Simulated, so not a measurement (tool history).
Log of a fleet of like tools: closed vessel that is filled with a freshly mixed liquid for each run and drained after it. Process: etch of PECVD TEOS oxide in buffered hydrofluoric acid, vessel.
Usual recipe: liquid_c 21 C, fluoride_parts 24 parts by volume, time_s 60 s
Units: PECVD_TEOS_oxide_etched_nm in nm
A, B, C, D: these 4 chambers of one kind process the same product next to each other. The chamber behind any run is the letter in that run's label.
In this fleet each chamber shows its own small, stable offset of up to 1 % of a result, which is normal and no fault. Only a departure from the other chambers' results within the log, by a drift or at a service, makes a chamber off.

run	hour	liquid_c	fluoride_parts	time_s	hours since the thermometer was replaced	hours since the hydrofluoric acid flow meter was replaced	read-back film thickness of the PECVD TEOS oxide reference wafer, read on the same gauge (nm)	PECVD_TEOS_oxide_etched_nm
1B	8.8	21	24	60	393.4	393.2	119.99	47.205
2D	24.6	21	24	60	24.9	614.1	119.99	46.795
3A	38.4	21	24	60	283.8	799.9	120	46.827
4C	47.7	21	24	60	342.7	242	119.98	47.258
5B	55.9	22.5	14.5	60	440.5	440.3	120.02	79.432
6C	64.4	22.5	14.5	60	359.4	258.7	120	80.271
7D	73.6	22.5	14.5	60	73.9	663.1	119.99	79.301
8A	87.5	22.5	14.5	60	332.9	849	120	79.397
9A	95.3	21	24	60	340.7	856.8	120.02	46.724
10B	103.4	21	24	60	488	487.8	120	48.12
11C	111.4	17	24	60	406.4	305.7	120.01	37.567
12D	123.1	17	24	60	123.4	712.6	120.01	37.614
13B	132.4	17	24	60	517	516.8	120	38.382
14C	146.9	17	24	60	441.9	341.2	120	37.307
# hour 147.8: chamber A: hydrofluoric acid flow meter replaced
15A	161.8	21	24	60	407.2	14	119.98	46.58
16D	171.3	21	24	60	171.6	760.8	120	46.167
17D	182.9	21	24	60	183.2	772.4	119.98	46.612
18A	195.5	21	24	90	440.9	47.7	120	70.351
19B	205.2	21	24	90	589.8	589.6	119.99	72.79
20C	216.2	21	24	90	511.2	410.5	119.98	71.067
21C	226.3	21	24	90	521.3	420.6	120.01	70.779
22A	238.1	21	24	60	483.5	90.3	119.99	46.709
23B	252.4	21	24	60	637	636.8	119.97	49.629
24D	264.7	21	24	60	265	854.2	120.02	46.615

What goes on in this fleet: one chamber off, a drifting gauge, or nothing beyond the chambers' own small offsets? Name the chamber and the cause, if any.

Chamber B drifts away from the others.
What lies behind it: hydrofluoric acid flow above the setpoint (%) = 9.65.
The log may not separate it from: liquid hotter than its thermometer reads (K).

Which of the 4 candidates below, each the usual settings with something changed and its results left as question marks, puts chamber B back in line with what the other chambers give on the usual settings?
A result is in line if it is within this distance of the other chambers' mean on the usual settings: PECVD_TEOS_oxide_etched_nm 0.86 nm
25B-1	276.6	21	23.5	60				?
25B-2	276.6	21	24.5	60				?
25B-3	276.6	20.5	25.5	60				?
25B-4	276.6	21	22	60				?

Usual-settings mean across the other chambers: PECVD_TEOS_oxide_etched_nm 46.825 nm
run	PECVD_TEOS_oxide_etched_nm
25B-1	50.82
25B-2	49.4
25B-3	46.747
25B-4	53.148
With 25B-3, the chamber falls back in line with the rest.
